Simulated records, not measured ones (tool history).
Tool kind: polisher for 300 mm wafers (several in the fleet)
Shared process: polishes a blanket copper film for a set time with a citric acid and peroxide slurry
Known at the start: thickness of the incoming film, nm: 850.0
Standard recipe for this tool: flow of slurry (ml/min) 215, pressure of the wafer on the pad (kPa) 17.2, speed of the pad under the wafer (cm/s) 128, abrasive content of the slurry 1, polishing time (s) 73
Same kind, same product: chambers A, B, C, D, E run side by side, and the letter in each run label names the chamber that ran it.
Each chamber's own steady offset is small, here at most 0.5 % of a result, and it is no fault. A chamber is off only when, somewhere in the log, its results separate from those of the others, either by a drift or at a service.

run,hour,flow of slurry (ml/min),pressure of the wafer on the pad (kPa),speed of the pad under the wafer (cm/s),abrasive content of the slurry,polishing time (s),wafers polished on this pad,hours since the slurry nozzle was cleaned,hours since the head pressure was calibrated,hours since the slurry blender was calibrated,film removed (Å)
# hour 4: chamber A: slurry blender recalibrated
1A,11,215,17.2,128,1,73,1045,407.6,913.7,7.1,1684.8
2C,17.6,215,17.2,128,1,73,1224,473.6,233.7,111.3,1736.2
# hour 23.3: chamber C: worn pad replaced by a new one
3D,30.2,215,17.2,128,1,73,440,605.3,605.9,44.3,1700.4
# hour 32.6: chamber D: slurry nozzle cleaned
4B,37.6,215,17.2,128,1,73,763,251.3,357.6,74.3,1701.9
# hour 39.6: chamber A: worn pad replaced by a new one
# hour 46.9: chamber B: slurry nozzle cleaned
5E,51.4,215,17.2,128,1,73,636,80.9,541,147.8,1678.5
6C,61.2,215,17.2,128,1,73,309,517.2,277.3,154.9,1698.5
# hour 61.5: chamber E: worn pad replaced by a new one
# hour 67.5: chamber A: slurry nozzle cleaned
7E,68.6,215,17.2,128,1,73,58,98.1,558.2,165,1688.2
8A,77,215,17.2,128,1,73,305,9.6,979.7,73.1,1718.7
9B,89.2,215,17.2,128,1,73,1184,42.3,409.2,125.9,1709.3
# hour 93.1: chamber D: worn pad replaced by a new one
10D,100.6,215,17.2,128,1,73,61,68,676.3,114.7,1686
# hour 101.9: chamber C: slurry nozzle cleaned
# hour 105.8: chamber B: slurry blender recalibrated
# hour 108.1: chamber B: worn pad replaced by a new one
11C,110.4,215,17.2,128,1,73,710,8.6,326.5,204.1,1700
12D,118.2,215,17.2,128,1,73,204,85.6,693.9,132.3,1684.2
13B,129.9,215,17.2,128,0.75,73,177,83,449.9,24.2,1593.7
14E,142.4,215,17.2,128,0.75,73,660,171.9,632,238.8,1576.2
# hour 151.2: chamber B: head pressure recalibrated
15A,153.7,215,17.2,128,0.75,73,930,86.3,1056.4,149.8,1591.6
16D,164.9,215,17.2,128,0.75,73,585,132.3,740.6,179,1571.4
17B,172.2,215,17.2,128,0.75,73,522,125.3,21.1,66.5,1581
# hour 174: chamber E: worn pad replaced by a new one
18A,185.7,170,17.2,128,0.8,73,1191,118.3,1088.4,181.8,1560.7
# hour 188.4: chamber A: worn pad replaced by a new one
19E,193,170,17.2,128,0.8,73,155,222.5,682.6,289.4,1550.4
# hour 201.2: chamber C: worn pad replaced by a new one
20C,207.6,170,17.2,128,0.8,73,52,105.8,423.7,301.3,1544.4
# hour 214.6: chamber D: worn pad replaced by a new one
21E,216.1,170,17.2,128,0.8,73,343,245.6,705.7,312.5,1556.9
# hour 216.6: chamber D: slurry blender recalibrated
22C,224.1,170,17.2,128,0.8,73,186,122.3,440.2,317.8,1563.3
# hour 225.7: chamber B: slurry blender recalibrated
23D,234.1,215,17.2,128,1,73,159,201.5,809.8,17.5,1650.5
24A,246.9,215,17.2,128,1,57,477,179.5,1149.6,243,1348.9
# hour 250.3: chamber C: slurry blender recalibrated
25B,254.5,215,17.2,128,1,57,1193,207.6,103.4,28.9,1307
26B,266.3,215,17.2,128,1,57,1289,219.4,115.2,40.7,1344.3
# hour 274.9: chamber E: worn pad replaced by a new one
27D,279.9,215,17.2,128,1,57,532,247.3,855.6,63.3,1297.3
# hour 286.2: chamber B: worn pad replaced by a new one
# hour 291.2: chamber E: slurry blender recalibrated
28A,294.3,215,17.2,128,1,57,863,226.9,1197,290.4,1322
29E,300.9,215,17.2,128,1,73,212,330.4,790.5,9.8,1641.3
30C,313.6,215,20.7,128,1,73,916,211.8,529.7,63.3,2031.3
31C,322.6,215,20.7,128,1,73,989,220.8,538.7,72.3,2042.7
32B,332.8,215,20.7,128,1,73,380,285.9,181.7,107.2,1998.7
# hour 333.7: chamber A: worn pad replaced by a new one
# hour 337.4: chamber D: worn pad replaced by a new one
# hour 340.1: chamber B: slurry nozzle cleaned
33E,342.5,215,20.7,128,1,73,551,372,832.1,51.4,2022
# hour 345.2: chamber B: slurry blender recalibrated
34A,355,215,20.7,128,1,73,174,287.6,1257.7,351.1,2058.2
35D,361.9,215,17.2,128,1,73,200,329.3,937.6,145.3,1667.8
# hour 364: chamber C: worn pad replaced by a new one
36D,370.7,215,17.2,128,1,73,272,338.1,946.4,154.1,1684.7
37E,384.3,215,17.2,128,1,73,892,413.8,873.9,93.2,1709.5
38C,398.1,215,17.2,128,1,73,278,296.3,614.2,147.8,1719.6
39B,409.7,215,17.2,128,1,73,1007,69.7,258.6,64.6,1680.1
40A,417.8,215,17.2,90,1,64,686,350.4,1320.5,413.9,1039.4

Does one chamber stand apart from the rest, does the shared gauge drift, or is all well apart from small per-chamber offsets? Give the chamber and the most likely cause, where there is one.

Neither any chamber nor the gauge drifts; the chambers differ only by their own small, steady offsets.

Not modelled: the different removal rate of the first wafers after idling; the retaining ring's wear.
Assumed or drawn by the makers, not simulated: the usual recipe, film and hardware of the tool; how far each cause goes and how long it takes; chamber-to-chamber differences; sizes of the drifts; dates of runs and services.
